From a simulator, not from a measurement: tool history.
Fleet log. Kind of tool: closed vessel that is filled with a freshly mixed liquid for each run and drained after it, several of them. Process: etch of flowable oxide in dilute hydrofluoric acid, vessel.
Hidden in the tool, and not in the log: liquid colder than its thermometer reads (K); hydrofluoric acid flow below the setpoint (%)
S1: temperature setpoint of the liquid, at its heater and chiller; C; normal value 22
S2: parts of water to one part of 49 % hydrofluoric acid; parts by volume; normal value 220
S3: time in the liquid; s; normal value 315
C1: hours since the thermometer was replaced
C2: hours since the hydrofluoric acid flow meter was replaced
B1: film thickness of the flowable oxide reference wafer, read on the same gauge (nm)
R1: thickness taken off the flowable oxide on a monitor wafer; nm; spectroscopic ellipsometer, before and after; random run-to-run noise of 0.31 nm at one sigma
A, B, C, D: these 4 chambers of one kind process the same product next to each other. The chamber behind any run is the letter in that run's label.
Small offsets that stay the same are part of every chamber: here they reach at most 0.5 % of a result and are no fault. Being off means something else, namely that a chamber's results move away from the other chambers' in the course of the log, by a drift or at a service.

| run | hour | S1 | S2 | S3 | C1 | C2 | B1 | R1 |
|---|---|---|---|---|---|---|---|---|
| 1C | 8.8 | 22 | 220 | 315 | 896.9 | 38 | 100.02 | 48.653 |
| 2B | 16.4 | 22 | 220 | 315 | 1137.4 | 707.4 | 99.989 | 47.604 |
| 3A | 20.6 | 22 | 220 | 315 | 343.6 | 1310.8 | 100.02 | 47.9 |
| 4D | 27.1 | 22 | 220 | 315 | 645 | 62.6 | 99.981 | 48.957 |
|  | 30.2 | chamber A: hydrofluoric acid flow meter replaced |
| 5C | 35.1 | 22 | 220 | 315 | 923.2 | 64.3 | 100.03 | 47.926 |
| 6D | 42.1 | 22 | 220 | 315 | 660 | 77.6 | 100.02 | 48.343 |
| 7B | 49.6 | 22 | 320 | 255 | 1170.6 | 740.6 | 100.02 | 24.127 |
| 8A | 55.4 | 22 | 320 | 255 | 378.4 | 25.2 | 100.01 | 24.624 |
| 9C | 61 | 22 | 320 | 255 | 949.1 | 90.2 | 99.978 | 24.385 |
| 10D | 70.3 | 22 | 320 | 255 | 688.2 | 105.8 | 100.03 | 24.155 |
| 11B | 77.2 | 22 | 220 | 315 | 1198.2 | 768.2 | 99.997 | 47.887 |
| 12A | 83.4 | 22 | 220 | 315 | 406.4 | 53.2 | 99.954 | 48.461 |
| 13B | 89.5 | 22 | 220 | 315 | 1210.5 | 780.5 | 100.01 | 47.524 |
| 14A | 96.8 | 22 | 220 | 315 | 419.8 | 66.6 | 100 | 48.039 |
| 15D | 102.6 | 22 | 220 | 315 | 720.5 | 138.1 | 100.02 | 48.147 |
| 16C | 111.7 | 22 | 220 | 315 | 999.8 | 140.9 | 99.999 | 48.207 |
| 17A | 117.4 | 22 | 220 | 315 | 440.4 | 87.2 | 100.02 | 48.499 |
| 18C | 126.5 | 22 | 220 | 315 | 1014.6 | 155.7 | 100.02 | 48.046 |
| 19D | 131 | 22 | 220 | 315 | 748.9 | 166.5 | 100.01 | 48.101 |
| 20B | 136.5 | 22 | 220 | 315 | 1257.5 | 827.5 | 100 | 46.022 |
| 21C | 141.7 | 22 | 220 | 315 | 1029.8 | 170.9 | 99.975 | 48.716 |
| 22B | 146.7 | 22 | 220 | 315 | 1267.7 | 837.7 | 100.01 | 45.897 |
| 23D | 154.7 | 22 | 220 | 315 | 772.6 | 190.2 | 99.993 | 47.965 |
| 24A | 163 | 22 | 220 | 315 | 486 | 132.8 | 99.985 | 48.333 |
| 25C | 171 | 17.5 | 220 | 315 | 1059.1 | 200.2 | 99.997 | 40.41 |
| 26D | 175.6 | 17.5 | 220 | 315 | 793.5 | 211.1 | 99.988 | 40.757 |
| 27B | 180 | 17.5 | 220 | 315 | 1301 | 871 | 100.01 | 38.051 |
| 28A | 184.4 | 17.5 | 220 | 315 | 507.4 | 154.2 | 100.01 | 40.284 |
| 29D | 189.9 | 22 | 220 | 315 | 807.8 | 225.4 | 99.985 | 47.747 |
| 30C | 199.1 | 22 | 220 | 315 | 1087.2 | 228.3 | 99.999 | 48.087 |
| 31B | 207.9 | 22 | 310 | 440 | 1328.9 | 898.9 | 99.991 | 40.484 |
| 32A | 215.9 | 22 | 310 | 440 | 538.9 | 185.7 | 100.01 | 44.199 |
| 33C | 222.5 | 22 | 310 | 440 | 1110.6 | 251.7 | 99.997 | 44.304 |
| 34B | 231.7 | 22 | 310 | 440 | 1352.7 | 922.7 | 99.993 | 40.561 |

All chambers now run identical settings, listed one chamber a line with results as question marks. What results will each chamber show?
| 35A | 238.4 | 18 | 220 | 315 |  |  |  | ? |
| 35B | 238.4 | 18 | 220 | 315 |  |  |  | ? |
| 35C | 238.4 | 18 | 220 | 315 |  |  |  | ? |
| 35D | 238.4 | 18 | 220 | 315 |  |  |  | ? |

| run | R1 |
|---|---|
| 35A | 40.804 |
| 35B | 37.656 |
| 35C | 41.645 |
| 35D | 41.704 |

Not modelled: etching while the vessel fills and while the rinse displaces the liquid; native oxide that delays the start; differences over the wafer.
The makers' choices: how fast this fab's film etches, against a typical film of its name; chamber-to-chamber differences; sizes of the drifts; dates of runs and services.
